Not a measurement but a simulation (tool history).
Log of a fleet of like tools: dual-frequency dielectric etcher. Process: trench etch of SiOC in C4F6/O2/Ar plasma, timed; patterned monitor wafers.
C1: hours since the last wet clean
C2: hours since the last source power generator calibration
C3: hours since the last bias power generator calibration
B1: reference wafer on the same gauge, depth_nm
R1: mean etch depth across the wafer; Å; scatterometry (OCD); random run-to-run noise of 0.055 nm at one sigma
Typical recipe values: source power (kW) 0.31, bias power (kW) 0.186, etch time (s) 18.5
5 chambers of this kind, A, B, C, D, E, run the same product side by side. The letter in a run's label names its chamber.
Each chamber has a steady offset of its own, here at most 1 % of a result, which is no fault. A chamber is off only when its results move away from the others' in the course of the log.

{"run": "1E", "hour": 12.1, "source power (kW)": 0.31, "bias power (kW)": 0.186, "etch time (s)": 18.5, "C1": 241.6, "C2": 1933.1, "C3": 728.6, "B1": 39.682, "R1": 351.25}
{"run": "2B", "hour": 26.0, "source power (kW)": 0.31, "bias power (kW)": 0.186, "etch time (s)": 18.5, "C1": 174.3, "C2": 3339.3, "C3": 1881.6, "B1": 39.683, "R1": 353.91}
{"run": "3A", "hour": 37.2, "source power (kW)": 0.31, "bias power (kW)": 0.186, "etch time (s)": 18.5, "C1": 241.2, "C2": 58.7, "C3": 2668.3, "B1": 39.684, "R1": 353.56}
{"run": "4D", "hour": 44.6, "source power (kW)": 0.31, "bias power (kW)": 0.186, "etch time (s)": 18.5, "C1": 458.6, "C2": 2159, "C3": 2400.5, "B1": 39.666, "R1": 352.13}
{"run": "5C", "hour": 56.5, "source power (kW)": 0.31, "bias power (kW)": 0.186, "etch time (s)": 18.5, "C1": 161, "C2": 842.9, "C3": 2052.5, "B1": 39.661, "R1": 350.87}
{"run": "6B", "hour": 65.0, "source power (kW)": 0.31, "bias power (kW)": 0.186, "etch time (s)": 18.5, "C1": 213.3, "C2": 3378.3, "C3": 1920.6, "B1": 39.666, "R1": 353.97}
{"run": "7D", "hour": 75.9, "source power (kW)": 0.31, "bias power (kW)": 0.186, "etch time (s)": 18.5, "C1": 489.9, "C2": 2190.3, "C3": 2431.8, "B1": 39.661, "R1": 353.56}
{"run": "8A", "hour": 86.0, "source power (kW)": 0.31, "bias power (kW)": 0.186, "etch time (s)": 18.5, "C1": 290, "C2": 107.5, "C3": 2717.1, "B1": 39.656, "R1": 352.79}
{"run": "9C", "hour": 96.0, "source power (kW)": 0.31, "bias power (kW)": 0.186, "etch time (s)": 18.5, "C1": 200.5, "C2": 882.4, "C3": 2092, "B1": 39.639, "R1": 351.2}
{"run": "10E", "hour": 106.5, "source power (kW)": 0.31, "bias power (kW)": 0.186, "etch time (s)": 18.5, "C1": 336, "C2": 2027.5, "C3": 823, "B1": 39.629, "R1": 350.63}
{"run": "11B", "hour": 116.5, "source power (kW)": 0.31, "bias power (kW)": 0.2, "etch time (s)": 23.5, "C1": 264.8, "C2": 3429.8, "C3": 1972.1, "B1": 39.63, "R1": 459.09}
{"run": "12C", "hour": 122.9, "source power (kW)": 0.31, "bias power (kW)": 0.2, "etch time (s)": 23.5, "C1": 227.4, "C2": 909.3, "C3": 2118.9, "B1": 39.631, "R1": 456.09}
{"run": "13A", "hour": 135.2, "source power (kW)": 0.31, "bias power (kW)": 0.2, "etch time (s)": 23.5, "C1": 339.2, "C2": 156.7, "C3": 2766.3, "B1": 39.622, "R1": 457.43}
{"hour": 139.3, "done": "chamber D: wet clean of the chamber"}
{"run": "14D", "hour": 144.9, "source power (kW)": 0.31, "bias power (kW)": 0.2, "etch time (s)": 23.5, "C1": 5.7, "C2": 2259.3, "C3": 2500.8, "B1": 39.611, "R1": 459.43}
{"run": "15E", "hour": 155.9, "source power (kW)": 0.31, "bias power (kW)": 0.2, "etch time (s)": 23.5, "C1": 385.4, "C2": 2076.9, "C3": 872.4, "B1": 39.616, "R1": 454.81}
{"run": "16B", "hour": 162.3, "source power (kW)": 0.31, "bias power (kW)": 0.186, "etch time (s)": 18.5, "C1": 310.6, "C2": 3475.6, "C3": 2017.9, "B1": 39.607, "R1": 353.09}
{"run": "17D", "hour": 171.2, "source power (kW)": 0.31, "bias power (kW)": 0.186, "etch time (s)": 18.5, "C1": 32, "C2": 2285.6, "C3": 2527.1, "B1": 39.613, "R1": 352.88}
{"run": "18E", "hour": 179.8, "source power (kW)": 0.31, "bias power (kW)": 0.186, "etch time (s)": 18.5, "C1": 409.3, "C2": 2100.8, "C3": 896.3, "B1": 39.581, "R1": 349.6}
{"run": "19C", "hour": 190.9, "source power (kW)": 0.31, "bias power (kW)": 0.186, "etch time (s)": 18.5, "C1": 295.4, "C2": 977.3, "C3": 2186.9, "B1": 39.574, "R1": 350.61}
{"run": "20A", "hour": 198.0, "source power (kW)": 0.31, "bias power (kW)": 0.186, "etch time (s)": 18.5, "C1": 402, "C2": 219.5, "C3": 2829.1, "B1": 39.601, "R1": 350.68}
{"run": "21E", "hour": 206.6, "source power (kW)": 0.31, "bias power (kW)": 0.186, "etch time (s)": 18.5, "C1": 436.1, "C2": 2127.6, "C3": 923.1, "B1": 39.574, "R1": 349.35}
{"run": "22A", "hour": 219.3, "source power (kW)": 0.31, "bias power (kW)": 0.149, "etch time (s)": 15, "C1": 423.3, "C2": 240.8, "C3": 2850.4, "B1": 39.552, "R1": 264.92}
{"run": "23D", "hour": 227.9, "source power (kW)": 0.31, "bias power (kW)": 0.149, "etch time (s)": 15, "C1": 88.7, "C2": 2342.3, "C3": 2583.8, "B1": 39.551, "R1": 265.9}
{"run": "24C", "hour": 241.1, "source power (kW)": 0.31, "bias power (kW)": 0.149, "etch time (s)": 15, "C1": 345.6, "C2": 1027.5, "C3": 2237.1, "B1": 39.58, "R1": 265.48}
{"hour": 242.1, "done": "chamber B: wet clean of the chamber"}
{"run": "25B", "hour": 247.8, "source power (kW)": 0.31, "bias power (kW)": 0.149, "etch time (s)": 15, "C1": 5.8, "C2": 3561.1, "C3": 2103.4, "B1": 39.555, "R1": 266.39}
{"run": "26B", "hour": 257.4, "source power (kW)": 0.31, "bias power (kW)": 0.149, "etch time (s)": 15, "C1": 15.4, "C2": 3570.7, "C3": 2113, "B1": 39.534, "R1": 266.31}
{"run": "27C", "hour": 269.2, "source power (kW)": 0.31, "bias power (kW)": 0.186, "etch time (s)": 18.5, "C1": 373.7, "C2": 1055.6, "C3": 2265.2, "B1": 39.55, "R1": 349.85}
{"hour": 280.6, "done": "chamber E: wet clean of the chamber"}
{"run": "28D", "hour": 282.6, "source power (kW)": 0.31, "bias power (kW)": 0.186, "etch time (s)": 18.5, "C1": 143.4, "C2": 2397, "C3": 2638.5, "B1": 39.54, "R1": 352.04}
{"run": "29A", "hour": 289.6, "source power (kW)": 0.31, "bias power (kW)": 0.186, "etch time (s)": 18.5, "C1": 493.6, "C2": 311.1, "C3": 2920.7, "B1": 39.536, "R1": 350.54}
{"run": "30E", "hour": 300.6, "source power (kW)": 0.31, "bias power (kW)": 0.186, "etch time (s)": 18.5, "C1": 20, "C2": 2221.6, "C3": 1017.1, "B1": 39.541, "R1": 349.84}
{"run": "31B", "hour": 314.4, "source power (kW)": 0.31, "bias power (kW)": 0.186, "etch time (s)": 18.5, "C1": 72.4, "C2": 3627.7, "C3": 2170, "B1": 39.515, "R1": 353.34}
{"run": "32A", "hour": 327.7, "source power (kW)": 0.31, "bias power (kW)": 0.186, "etch time (s)": 18.5, "C1": 531.7, "C2": 349.2, "C3": 2958.8, "B1": 39.501, "R1": 350.97}
{"run": "33E", "hour": 336.2, "source power (kW)": 0.31, "bias power (kW)": 0.186, "etch time (s)": 18.5, "C1": 55.6, "C2": 2257.2, "C3": 1052.7, "B1": 39.502, "R1": 348.33}
{"run": "34C", "hour": 343.9, "source power (kW)": 0.31, "bias power (kW)": 0.186, "etch time (s)": 18.5, "C1": 448.4, "C2": 1130.3, "C3": 2339.9, "B1": 39.507, "R1": 350.45}
{"run": "35D", "hour": 352.8, "source power (kW)": 0.31, "bias power (kW)": 0.186, "etch time (s)": 18.5, "C1": 213.6, "C2": 2467.2, "C3": 2708.7, "B1": 39.48, "R1": 350.52}
{"run": "36D", "hour": 361.6, "source power (kW)": 0.31, "bias power (kW)": 0.186, "etch time (s)": 18.5, "C1": 222.4, "C2": 2476, "C3": 2717.5, "B1": 39.474, "R1": 352.25}
{"run": "37E", "hour": 370.9, "source power (kW)": 0.31, "bias power (kW)": 0.186, "etch time (s)": 18.5, "C1": 90.3, "C2": 2291.9, "C3": 1087.4, "B1": 39.481, "R1": 349.55}
{"hour": 373.8, "done": "chamber B: bias power generator calibrated"}
{"run": "38C", "hour": 382.2, "source power (kW)": 0.31, "bias power (kW)": 0.186, "etch time (s)": 18.5, "C1": 486.7, "C2": 1168.6, "C3": 2378.2, "B1": 39.459, "R1": 350.17}
{"run": "39B", "hour": 392.0, "source power (kW)": 0.31, "bias power (kW)": 0.186, "etch time (s)": 18.5, "C1": 150, "C2": 3705.3, "C3": 18.2, "B1": 39.454, "R1": 352.7}
{"run": "40A", "hour": 399.0, "source power (kW)": 0.31, "bias power (kW)": 0.186, "etch time (s)": 18.5, "C1": 603, "C2": 420.5, "C3": 3030.1, "B1": 39.475, "R1": 349.74}
{"run": "41B", "hour": 406.7, "source power (kW)": 0.31, "bias power (kW)": 0.186, "etch time (s)": 18.5, "C1": 164.7, "C2": 3720, "C3": 32.9, "B1": 39.465, "R1": 353.1}
{"run": "42C", "hour": 419.9, "source power (kW)": 0.31, "bias power (kW)": 0.186, "etch time (s)": 18.5, "C1": 524.4, "C2": 1206.3, "C3": 2415.9, "B1": 39.46, "R1": 349.16}

For the next run the whole fleet of 5 chambers uses the same settings. Give each chamber's results:
{"run": "43A", "hour": 430.0, "source power (kW)": 0.27, "bias power (kW)": 0.186, "etch time (s)": 18.5, "R1": "?"}
{"run": "43B", "hour": 430.0, "source power (kW)": 0.27, "bias power (kW)": 0.186, "etch time (s)": 18.5, "R1": "?"}
{"run": "43C", "hour": 430.0, "source power (kW)": 0.27, "bias power (kW)": 0.186, "etch time (s)": 18.5, "R1": "?"}
{"run": "43D", "hour": 430.0, "source power (kW)": 0.27, "bias power (kW)": 0.186, "etch time (s)": 18.5, "R1": "?"}
{"run": "43E", "hour": 430.0, "source power (kW)": 0.27, "bias power (kW)": 0.186, "etch time (s)": 18.5, "R1": "?"}

run=43A R1=331.35
run=43B R1=333.01
run=43C R1=331.94
run=43D R1=333.49
run=43E R1=330.86
